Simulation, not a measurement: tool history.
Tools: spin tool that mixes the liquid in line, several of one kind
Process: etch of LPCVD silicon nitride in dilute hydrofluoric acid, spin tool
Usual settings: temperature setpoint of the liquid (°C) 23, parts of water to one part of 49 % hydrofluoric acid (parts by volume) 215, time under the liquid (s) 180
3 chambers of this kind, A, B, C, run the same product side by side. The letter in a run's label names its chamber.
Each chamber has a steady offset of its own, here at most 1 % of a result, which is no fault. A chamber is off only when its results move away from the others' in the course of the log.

run	hour	temperature setpoint of the liquid (°C)	parts of water to one part of 49 % hydrofluoric acid (parts by volume)	time under the liquid (s)	read-back film thickness of the LPCVD silicon nitride reference wafer, read on the same gauge (nm)	thickness taken off the LPCVD silicon nitride on a monitor wafer (nm)
1A	11.1	23	215	180	120.01	0.39382
2B	21.1	23	215	180	119.99	0.40156
3C	32.2	23	215	180	120.04	0.39563
4B	37.5	23	215	180	119.98	0.36763
5A	48.0	23	215	180	119.94	0.37358
6C	58.2	23	215	180	119.96	0.41175
7C	63.6	23	215	180	120.00	0.38609
8B	71.3	23	215	180	119.94	0.43732
9A	81.9	23	215	180	119.96	0.42479
10B	87.9	23	215	145	119.99	0.31853
11A	94.4	23	215	145	119.99	0.32273
12C	104.9	23	215	145	120.02	0.32483
13B	115.7	23	215	180	120.01	0.40890
14C	125.3	23	215	180	119.98	0.39074
15A	135.0	23	215	180	120.00	0.34530
16A	140.3	23	215	180	120.03	0.40484
17B	151.8	23	215	180	120.01	0.39453
18C	163.3	23	215	180	120.00	0.42266
# hour 165.5: chamber A: hydrofluoric acid flow meter replaced
19A	173.0	23	215	180	119.98	0.42907
# hour 173.3: chamber C: thermometer replaced
20B	183.7	18	215	230	120.00	0.37817
21C	190.5	18	215	230	120.01	0.37530
22A	196.3	18	215	230	119.99	0.33652
23C	202.2	23	215	180	119.99	0.43288
# hour 204.6: chamber C: hydrofluoric acid flow meter replaced
24B	213.3	23	215	180	120.01	0.37695
25C	224.5	23	215	240	119.98	0.49354
26A	231.2	23	215	240	120.00	0.50046
27B	242.7	23	215	240	119.99	0.56223
28B	248.9	18	180	180	120.02	0.34408
29C	259.8	18	180	180	120.00	0.31258
30A	270.2	18	180	180	120.03	0.36199
31A	281.7	23	215	180	120.00	0.41872
32B	289.6	26	290	180	120.00	0.37472
33C	300.0	26	290	180	119.99	0.37226
# hour 303.7: chamber B: hydrofluoric acid flow meter replaced
34B	309.1	26	290	180	119.94	0.39065
35C	315.7	23	215	180	119.99	0.40644
36A	323.5	23	215	180	119.99	0.37189
37C	333.6	23	215	180	120.00	0.41683
38B	343.2	23	215	180	120.03	0.37244

Next, every chamber runs the same settings. What will each give?
39A	351.7	23	215	180		?
39B	351.7	23	215	180		?
39C	351.7	23	215	180		?

run	thickness taken off the LPCVD silicon nitride on a monitor wafer (nm)
39A	0.38312
39B	0.42287
39C	0.44512
